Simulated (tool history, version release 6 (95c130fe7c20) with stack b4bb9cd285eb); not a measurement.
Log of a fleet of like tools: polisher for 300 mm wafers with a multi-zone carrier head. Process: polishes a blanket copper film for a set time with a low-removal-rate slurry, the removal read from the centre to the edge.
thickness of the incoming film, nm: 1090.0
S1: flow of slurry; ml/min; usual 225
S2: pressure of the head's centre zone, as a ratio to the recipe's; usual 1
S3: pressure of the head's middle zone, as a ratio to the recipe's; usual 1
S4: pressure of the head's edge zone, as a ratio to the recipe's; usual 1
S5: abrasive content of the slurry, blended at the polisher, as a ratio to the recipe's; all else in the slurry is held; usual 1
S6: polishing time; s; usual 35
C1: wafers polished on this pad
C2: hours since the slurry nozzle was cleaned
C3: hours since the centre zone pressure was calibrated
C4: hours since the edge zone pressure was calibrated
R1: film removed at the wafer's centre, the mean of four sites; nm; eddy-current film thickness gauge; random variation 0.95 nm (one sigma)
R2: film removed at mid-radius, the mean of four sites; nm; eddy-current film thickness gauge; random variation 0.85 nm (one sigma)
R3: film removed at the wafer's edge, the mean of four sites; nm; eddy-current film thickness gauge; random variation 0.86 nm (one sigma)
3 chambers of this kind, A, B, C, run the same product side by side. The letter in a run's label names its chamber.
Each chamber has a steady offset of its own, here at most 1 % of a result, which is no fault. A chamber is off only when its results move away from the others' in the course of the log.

run   hour   S1  S2    S3    S4  S5  S6    C1     C2      C3     C4      R1      R2      R3
 1A    7.2  225   1     1     1   1  35   807  297.8     637  426.8  69.829  69.511  69.196
 2B   17.8  225   1     1     1   1  35   665  236.9   640.7  620.1  71.105  71.624  69.402
        21  -- chamber C: slurry nozzle cleaned
 3C   32.6  225   1     1     1   1  35   382   11.7  1262.8  293.8  69.791  69.655  70.802
 4A   47.4  225   1     1     1   1  35  1150    338   677.2    467  71.636  70.557  67.891
 5B   57.1  225   1     1     1   1  35  1001  276.2     680  659.4  69.912  70.959  69.953
      57.4  -- chamber A: slurry nozzle cleaned
      60.1  -- chamber A: worn pad replaced by a new one
 6C   66.8  225   1  0.93     1   1  35   675   45.9    1297    328  69.477  65.474  72.151
 7A   74.8  225   1  0.93     1   1  35   125   17.4   704.6  494.4  72.098  65.383  69.012
      80.3  -- chamber A: centre zone pressure recalibrated
 8B   81.2  225   1  0.93     1   1  35  1207  300.3   704.1  683.5  68.203  65.962  70.599
      90.6  -- chamber B: worn pad replaced by a new one
 9C     91  225   1     1     1   1  35   881   70.1  1321.2  352.2  70.142  71.668  71.121
      92.6  -- chamber C: worn pad replaced by a new one
      93.9  -- chamber B: slurry nozzle cleaned
10C  101.1  225   1     1     1   1  35    72   80.2  1331.3  362.3  69.958  69.271  71.225
     112.9  -- chamber B: centre zone pressure recalibrated
11B  113.6  225   1     1     1   1  35   196   19.8     0.7  715.9  69.648  69.407  68.768
12A  126.3  225   1     1     1   1  35   565   68.9    46.1  545.9  69.286  69.968  69.695
13A  137.2  225   1     1     1   1  35   659   79.8      57  556.8  68.886  68.087  70.408
     138.7  -- chamber A: edge zone pressure recalibrated
     139.8  -- chamber C: centre zone pressure recalibrated
14C  144.3  225   1     1     1   1  35   441  123.4     4.5  405.5  76.936  69.678  70.323
15B  158.2  225   1     1     1   1  35   577   64.4    45.3  760.5  68.799  70.119  69.699
16A  165.3  225   1     1     1   1  35   899  107.9    85.1   26.6  70.933    69.8  69.267
17B  179.5  225   1     1     1   1  35   759   85.7    66.6  781.8  70.669   70.65  69.012
     187.2  -- chamber C: worn pad replaced by a new one
18C  188.4  225   1     1     1   1  35    10  167.5    48.6  449.6  75.343   70.03  69.855
19C  195.3  225   1     1     1   1  35    69  174.4    55.5  456.5  74.758  70.319  70.402
20A  207.4  225   1     1     1   1  35  1258    150   127.2   68.7  72.774  69.426  71.205
21B  219.4  225   1  1.07  1.06   1  35  1100  125.6   106.5  821.7   70.23  76.188  71.523
22A  228.5  225   1  1.07  1.06   1  35  1439  171.1   148.3   89.8  72.125  74.236  73.396

All 3 chambers run these settings next. Forecast each chamber's results:
23A  239.1  225   1   1   1   1  35                   ?   ?   ?
23B  239.1  225   1   1   1   1  35                   ?   ?   ?
23C  239.1  225   1   1   1   1  35                   ?   ?   ?

run      R1      R2      R3
23A  68.302  70.814  69.368
23B  72.401  71.028  69.995
23C  74.638  70.691  70.824
